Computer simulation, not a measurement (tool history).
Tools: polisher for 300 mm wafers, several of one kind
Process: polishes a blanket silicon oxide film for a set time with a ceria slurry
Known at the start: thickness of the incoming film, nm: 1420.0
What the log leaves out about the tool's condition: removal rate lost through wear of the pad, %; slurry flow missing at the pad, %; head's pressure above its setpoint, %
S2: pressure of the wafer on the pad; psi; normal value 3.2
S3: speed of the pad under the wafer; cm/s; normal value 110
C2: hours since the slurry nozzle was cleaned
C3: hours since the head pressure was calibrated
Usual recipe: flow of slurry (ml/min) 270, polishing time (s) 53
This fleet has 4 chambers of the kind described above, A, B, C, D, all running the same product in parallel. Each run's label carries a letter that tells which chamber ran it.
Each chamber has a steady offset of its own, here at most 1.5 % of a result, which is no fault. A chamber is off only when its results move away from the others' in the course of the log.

At hour 3.4: chamber C: worn pad replaced by a new one.
Run 1A, hour 5.7: usual settings; wafers polished on this pad 624; C2 184.8; C3 324.1. Result: film removed (nm) 262.66.
Run 2D, hour 13.0: usual settings; wafers polished on this pad 1325; C2 376.2; C3 408.5. Result: film removed (nm) 257.11.
At hour 18.7: chamber D: worn pad replaced by a new one.
Run 3C, hour 22.7: usual settings; wafers polished on this pad 136; C2 273.2; C3 29.5. Result: film removed (nm) 260.34.
At hour 28.7: chamber A: worn pad replaced by a new one.
Run 4B, hour 29.3: usual settings; wafers polished on this pad 764; C2 154.3; C3 371.6. Result: film removed (nm) 269.16.
Run 5A, hour 39.3: usual settings; wafers polished on this pad 75; C2 218.4; C3 357.7. Result: film removed (nm) 265.86.
Run 6B, hour 46.0: usual settings; wafers polished on this pad 881; C2 171.0; C3 388.3. Result: film removed (nm) 259.67.
Run 7C, hour 51.4: usual settings but flow of slurry (ml/min) 180, polishing time (s) 45; wafers polished on this pad 339; C2 301.9; C3 58.2. Result: film removed (nm) 210.90.
Run 8D, hour 56.7: usual settings but flow of slurry (ml/min) 180, polishing time (s) 45; wafers polished on this pad 268; C2 419.9; C3 452.2. Result: film removed (nm) 212.36.
Run 9A, hour 66.2: usual settings but flow of slurry (ml/min) 180, polishing time (s) 45; wafers polished on this pad 265; C2 245.3; C3 384.6. Result: film removed (nm) 213.57.
Run 10B, hour 74.7: usual settings but flow of slurry (ml/min) 180, polishing time (s) 45; wafers polished on this pad 1084; C2 199.7; C3 417.0. Result: film removed (nm) 208.11.
Run 11D, hour 84.5: usual settings; wafers polished on this pad 464; C2 447.7; C3 480.0. Result: film removed (nm) 256.83.
Run 12C, hour 89.9: usual settings; wafers polished on this pad 610; C2 340.4; C3 96.7. Result: film removed (nm) 267.98.
Run 13A, hour 98.9: usual settings but S2 2.1 psi, polishing time (s) 59; wafers polished on this pad 495; C2 278.0; C3 417.3. Result: film removed (nm) 192.57.
At hour 100.3: chamber D: slurry nozzle cleaned.
Run 14B, hour 107.6: usual settings but S2 2.1 psi, polishing time (s) 59; wafers polished on this pad 1316; C2 232.6; C3 449.9. Result: film removed (nm) 190.02.
Run 15C, hour 116.5: usual settings but S2 2.1 psi, polishing time (s) 59; wafers polished on this pad 798; C2 367.0; C3 123.3. Result: film removed (nm) 189.59.
Run 16D, hour 124.8: usual settings but S2 2.1 psi, polishing time (s) 59; wafers polished on this pad 748; C2 24.5; C3 520.3. Result: film removed (nm) 194.15.
At hour 135.4: chamber A: head pressure recalibrated.
Run 17A, hour 135.8: usual settings; wafers polished on this pad 756; C2 314.9; C3 0.5. Result: film removed (nm) 269.63.
At hour 138.3: chamber A: worn pad replaced by a new one.
Run 18B, hour 141.0: usual settings; wafers polished on this pad 1552; C2 266.0; C3 483.3. Result: film removed (nm) 257.71.
Run 19D, hour 146.4: usual settings; wafers polished on this pad 901; C2 46.1; C3 541.9. Result: film removed (nm) 262.98.
Run 20C, hour 154.7: usual settings; wafers polished on this pad 1068; C2 405.2; C3 161.5. Result: film removed (nm) 264.58.
Run 21B, hour 163.8: usual settings; wafers polished on this pad 1712; C2 288.8; C3 506.1. Result: film removed (nm) 255.49.
Run 22A, hour 171.9: usual settings; wafers polished on this pad 237; C2 351.0; C3 36.6. Result: film removed (nm) 266.95.
Run 23C, hour 179.6: usual settings; wafers polished on this pad 1243; C2 430.1; C3 186.4. Result: film removed (nm) 264.26.
At hour 182.9: chamber C: worn pad replaced by a new one.
Run 24D, hour 185.2: usual settings but S2 2.8 psi, polishing time (s) 60; wafers polished on this pad 1175; C2 84.9; C3 580.7. Result: film removed (nm) 259.67.
Run 25D, hour 196.5: usual settings but S2 2.8 psi, polishing time (s) 60; wafers polished on this pad 1254; C2 96.2; C3 592.0. Result: film removed (nm) 254.82.
At hour 202.1: chamber D: worn pad replaced by a new one.
Run 26C, hour 204.5: usual settings but S2 2.8 psi, polishing time (s) 60; wafers polished on this pad 152; C2 455.0; C3 211.3. Result: film removed (nm) 259.98.
Run 27B, hour 215.7: usual settings but S2 2.8 psi, polishing time (s) 60; wafers polished on this pad 2079; C2 340.7; C3 558.0. Result: film removed (nm) 247.42.
Run 28A, hour 222.4: usual settings; wafers polished on this pad 593; C2 401.5; C3 87.1. Result: film removed (nm) 269.32.
Run 29D, hour 231.8: usual settings; wafers polished on this pad 210; C2 131.5; C3 627.3. Result: film removed (nm) 265.94.
At hour 233.6: chamber A: worn pad replaced by a new one.
Run 30B, hour 241.0: usual settings; wafers polished on this pad 2257; C2 366.0; C3 583.3. Result: film removed (nm) 247.57.
At hour 243.4: chamber B: head pressure recalibrated.
Run 31C, hour 245.9: usual settings; wafers polished on this pad 444; C2 496.4; C3 252.7. Result: film removed (nm) 262.92.
Run 32A, hour 255.2: usual settings; wafers polished on this pad 152; C2 434.3; C3 119.9. Result: film removed (nm) 262.73.
Run 33D, hour 261.6: usual settings; wafers polished on this pad 420; C2 161.3; C3 657.1. Result: film removed (nm) 267.20.
Run 34C, hour 270.1: usual settings; wafers polished on this pad 615; C2 520.6; C3 276.9. Result: film removed (nm) 262.51.
Run 35B, hour 276.2: usual settings; wafers polished on this pad 2505; C2 401.2; C3 32.9. Result: film removed (nm) 240.66.
Run 36A, hour 283.6: usual settings; wafers polished on this pad 353; C2 462.7; C3 148.3. Result: film removed (nm) 261.47.
Run 37A, hour 288.8: usual settings; wafers polished on this pad 389; C2 467.9; C3 153.5. Result: film removed (nm) 259.80.
Run 38B, hour 295.8: usual settings; wafers polished on this pad 2644; C2 420.8; C3 52.5. Result: film removed (nm) 236.19.
Run 39D, hour 300.8: usual settings; wafers polished on this pad 696; C2 200.5; C3 696.3. Result: film removed (nm) 263.82.
Run 40C, hour 308.9: usual settings; wafers polished on this pad 889; C2 559.4; C3 315.7. Result: film removed (nm) 263.70.

Read the log: is a single chamber off, either drifting away or since a service, is the gauge that measures every chamber drifting, or is nothing wrong beyond small per-chamber offsets? Name any odd chamber and what most likely caused it.

Little by little, chamber B moves away from the other chambers.
Likeliest cause: removal rate lost through wear of the pad, % = 9.3.

Below are 4 candidate recipes for chamber B's next run, each the usual settings with a change, their results shown as question marks. Which of them brings B's results back in line with what the other chambers give on the usual settings?
Maximum distance from the other chambers' mean on the usual settings for a result to count as in line: film removed (nm) 13.00
Run 41B-1, hour 317.0: usual settings but S2 3.5 psi. Result: film removed (nm) ?.
Run 41B-2, hour 317.0: usual settings but S2 3.4 psi, S3 118 cm/s, polishing time (s) 57. Result: film removed (nm) ?.
Run 41B-3, hour 317.0: usual settings but S3 90 cm/s. Result: film removed (nm) ?.
Run 41B-4, hour 317.0: usual settings but S2 3.1 psi, S3 106 cm/s, polishing time (s) 51. Result: film removed (nm) ?.

Usual-settings mean across the other chambers: film removed (nm) 262.31
  run  film removed (nm)
41B-1             259.66
41B-2             291.12
41B-3             193.98
41B-4             213.21
The right change is 41B-1: it brings the chamber back within the allowed miss of the others.
